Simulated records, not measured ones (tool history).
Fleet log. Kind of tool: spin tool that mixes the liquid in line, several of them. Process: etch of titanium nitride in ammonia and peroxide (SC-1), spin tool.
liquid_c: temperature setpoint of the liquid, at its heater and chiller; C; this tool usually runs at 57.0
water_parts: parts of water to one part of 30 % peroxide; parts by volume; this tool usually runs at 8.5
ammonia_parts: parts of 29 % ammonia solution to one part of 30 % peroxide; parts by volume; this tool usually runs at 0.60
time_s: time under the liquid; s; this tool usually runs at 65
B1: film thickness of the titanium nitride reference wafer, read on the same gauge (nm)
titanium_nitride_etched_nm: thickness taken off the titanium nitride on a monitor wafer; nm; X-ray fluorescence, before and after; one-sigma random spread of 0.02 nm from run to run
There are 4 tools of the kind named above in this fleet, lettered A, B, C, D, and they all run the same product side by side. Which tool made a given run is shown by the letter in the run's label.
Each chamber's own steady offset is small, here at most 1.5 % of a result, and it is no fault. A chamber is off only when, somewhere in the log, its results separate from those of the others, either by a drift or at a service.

{"run": "1D", "day": 0.271, "liquid_c": 57.0, "water_parts": 8.5, "ammonia_parts": 0.6, "time_s": 65, "B1": 79.999, "titanium_nitride_etched_nm": 6.1338}
{"run": "2C", "day": 0.458, "liquid_c": 57.0, "water_parts": 8.5, "ammonia_parts": 0.6, "time_s": 65, "B1": 80.026, "titanium_nitride_etched_nm": 5.9843}
{"run": "3B", "day": 0.758, "liquid_c": 57.0, "water_parts": 8.5, "ammonia_parts": 0.6, "time_s": 65, "B1": 80.01, "titanium_nitride_etched_nm": 6.0292}
{"run": "4A", "day": 0.975, "liquid_c": 57.0, "water_parts": 8.5, "ammonia_parts": 0.6, "time_s": 65, "B1": 80.009, "titanium_nitride_etched_nm": 6.0907}
{"run": "5C", "day": 1.208, "liquid_c": 57.0, "water_parts": 8.5, "ammonia_parts": 0.6, "time_s": 65, "B1": 80.008, "titanium_nitride_etched_nm": 5.9938}
{"run": "6A", "day": 1.396, "liquid_c": 57.0, "water_parts": 8.5, "ammonia_parts": 0.6, "time_s": 65, "B1": 79.988, "titanium_nitride_etched_nm": 6.1187}
{"run": "7B", "day": 1.562, "liquid_c": 52.5, "water_parts": 8.5, "ammonia_parts": 0.75, "time_s": 65, "B1": 79.994, "titanium_nitride_etched_nm": 4.5725}
{"run": "8D", "day": 1.696, "liquid_c": 52.5, "water_parts": 8.5, "ammonia_parts": 0.75, "time_s": 65, "B1": 80.015, "titanium_nitride_etched_nm": 4.6597}
{"run": "9B", "day": 1.896, "liquid_c": 52.5, "water_parts": 8.5, "ammonia_parts": 0.75, "time_s": 65, "B1": 79.99, "titanium_nitride_etched_nm": 4.5754}
{"day": 2.092, "done": "chamber D: ammonia flow meter replaced"}
{"run": "10C", "day": 2.192, "liquid_c": 52.5, "water_parts": 8.5, "ammonia_parts": 0.75, "time_s": 65, "B1": 79.99, "titanium_nitride_etched_nm": 4.5368}
{"run": "11A", "day": 2.325, "liquid_c": 57.0, "water_parts": 8.5, "ammonia_parts": 0.6, "time_s": 65, "B1": 80.002, "titanium_nitride_etched_nm": 6.0948}
{"run": "12D", "day": 2.608, "liquid_c": 57.0, "water_parts": 8.5, "ammonia_parts": 0.6, "time_s": 65, "B1": 79.987, "titanium_nitride_etched_nm": 6.1074}
{"run": "13D", "day": 2.75, "liquid_c": 57.0, "water_parts": 8.5, "ammonia_parts": 0.6, "time_s": 65, "B1": 79.986, "titanium_nitride_etched_nm": 6.1187}
{"run": "14A", "day": 2.896, "liquid_c": 57.0, "water_parts": 8.5, "ammonia_parts": 0.6, "time_s": 65, "B1": 79.991, "titanium_nitride_etched_nm": 6.1282}
{"run": "15C", "day": 3.129, "liquid_c": 57.0, "water_parts": 8.5, "ammonia_parts": 0.6, "time_s": 65, "B1": 80.01, "titanium_nitride_etched_nm": 5.9518}
{"run": "16B", "day": 3.3, "liquid_c": 57.0, "water_parts": 8.5, "ammonia_parts": 0.6, "time_s": 65, "B1": 79.99, "titanium_nitride_etched_nm": 6.0443}
{"run": "17C", "day": 3.446, "liquid_c": 57.0, "water_parts": 8.5, "ammonia_parts": 0.6, "time_s": 65, "B1": 79.996, "titanium_nitride_etched_nm": 5.988}
{"run": "18A", "day": 3.671, "liquid_c": 57.0, "water_parts": 8.5, "ammonia_parts": 0.6, "time_s": 65, "B1": 80.012, "titanium_nitride_etched_nm": 6.1164}
{"run": "19D", "day": 3.833, "liquid_c": 57.0, "water_parts": 8.5, "ammonia_parts": 0.6, "time_s": 65, "B1": 80.01, "titanium_nitride_etched_nm": 6.0684}
{"day": 3.908, "done": "chamber C: new drum of ammonia solution connected"}
{"run": "20B", "day": 4.112, "liquid_c": 57.0, "water_parts": 8.5, "ammonia_parts": 0.6, "time_s": 65, "B1": 79.993, "titanium_nitride_etched_nm": 6.0385}
{"run": "21A", "day": 4.358, "liquid_c": 57.0, "water_parts": 8.5, "ammonia_parts": 0.6, "time_s": 65, "B1": 79.987, "titanium_nitride_etched_nm": 6.1295}
{"run": "22D", "day": 4.525, "liquid_c": 57.0, "water_parts": 8.5, "ammonia_parts": 0.6, "time_s": 65, "B1": 79.991, "titanium_nitride_etched_nm": 6.12}
{"run": "23B", "day": 4.75, "liquid_c": 57.0, "water_parts": 8.5, "ammonia_parts": 0.6, "time_s": 65, "B1": 80.005, "titanium_nitride_etched_nm": 6.0449}
{"run": "24C", "day": 5.042, "liquid_c": 57.0, "water_parts": 8.5, "ammonia_parts": 0.6, "time_s": 65, "B1": 80.008, "titanium_nitride_etched_nm": 5.9578}
{"run": "25D", "day": 5.192, "liquid_c": 57.0, "water_parts": 8.5, "ammonia_parts": 0.6, "time_s": 65, "B1": 80.009, "titanium_nitride_etched_nm": 6.1164}
{"run": "26C", "day": 5.392, "liquid_c": 57.0, "water_parts": 8.5, "ammonia_parts": 0.6, "time_s": 65, "B1": 80.013, "titanium_nitride_etched_nm": 5.9563}
{"run": "27A", "day": 5.642, "liquid_c": 57.0, "water_parts": 8.5, "ammonia_parts": 0.6, "time_s": 65, "B1": 80.025, "titanium_nitride_etched_nm": 6.1018}
{"day": 5.704, "done": "chamber B: heated supply line repaired"}
{"run": "28B", "day": 5.775, "liquid_c": 57.0, "water_parts": 8.5, "ammonia_parts": 0.6, "time_s": 65, "B1": 80.0, "titanium_nitride_etched_nm": 6.0296}
{"run": "29C", "day": 6.0, "liquid_c": 57.0, "water_parts": 8.5, "ammonia_parts": 0.6, "time_s": 65, "B1": 80.012, "titanium_nitride_etched_nm": 5.9853}
{"run": "30B", "day": 6.146, "liquid_c": 57.0, "water_parts": 8.5, "ammonia_parts": 0.6, "time_s": 65, "B1": 80.017, "titanium_nitride_etched_nm": 6.0165}
{"run": "31A", "day": 6.304, "liquid_c": 57.0, "water_parts": 8.5, "ammonia_parts": 0.6, "time_s": 65, "B1": 80.0, "titanium_nitride_etched_nm": 6.073}
{"run": "32D", "day": 6.467, "liquid_c": 57.0, "water_parts": 8.5, "ammonia_parts": 0.6, "time_s": 65, "B1": 79.997, "titanium_nitride_etched_nm": 6.0837}
{"run": "33B", "day": 6.638, "liquid_c": 57.0, "water_parts": 8.5, "ammonia_parts": 0.6, "time_s": 65, "B1": 79.991, "titanium_nitride_etched_nm": 6.0483}
{"run": "34C", "day": 6.771, "liquid_c": 57.0, "water_parts": 8.5, "ammonia_parts": 0.5, "time_s": 80, "B1": 79.994, "titanium_nitride_etched_nm": 7.1419}
{"run": "35D", "day": 7.021, "liquid_c": 57.0, "water_parts": 8.5, "ammonia_parts": 0.5, "time_s": 80, "B1": 79.986, "titanium_nitride_etched_nm": 7.3009}
{"run": "36A", "day": 7.3, "liquid_c": 57.0, "water_parts": 8.5, "ammonia_parts": 0.5, "time_s": 80, "B1": 80.0, "titanium_nitride_etched_nm": 7.2862}
{"run": "37A", "day": 7.458, "liquid_c": 57.0, "water_parts": 8.5, "ammonia_parts": 0.5, "time_s": 80, "B1": 79.994, "titanium_nitride_etched_nm": 7.2406}
{"run": "38C", "day": 7.683, "liquid_c": 57.0, "water_parts": 8.5, "ammonia_parts": 0.6, "time_s": 65, "B1": 79.981, "titanium_nitride_etched_nm": 5.9971}
{"run": "39B", "day": 7.892, "liquid_c": 57.0, "water_parts": 8.5, "ammonia_parts": 0.6, "time_s": 65, "B1": 80.001, "titanium_nitride_etched_nm": 6.0658}
{"run": "40D", "day": 8.075, "liquid_c": 57.0, "water_parts": 8.5, "ammonia_parts": 0.6, "time_s": 65, "B1": 79.987, "titanium_nitride_etched_nm": 6.0982}

Has any chamber moved away from the others, gradually or after a service, or does the common gauge drift, or do the chambers differ only by their own small steady offsets? State the chamber and the most likely cause if one applies.

No chamber is off and the gauge is stable; the differences are just each chamber's small, constant offset.

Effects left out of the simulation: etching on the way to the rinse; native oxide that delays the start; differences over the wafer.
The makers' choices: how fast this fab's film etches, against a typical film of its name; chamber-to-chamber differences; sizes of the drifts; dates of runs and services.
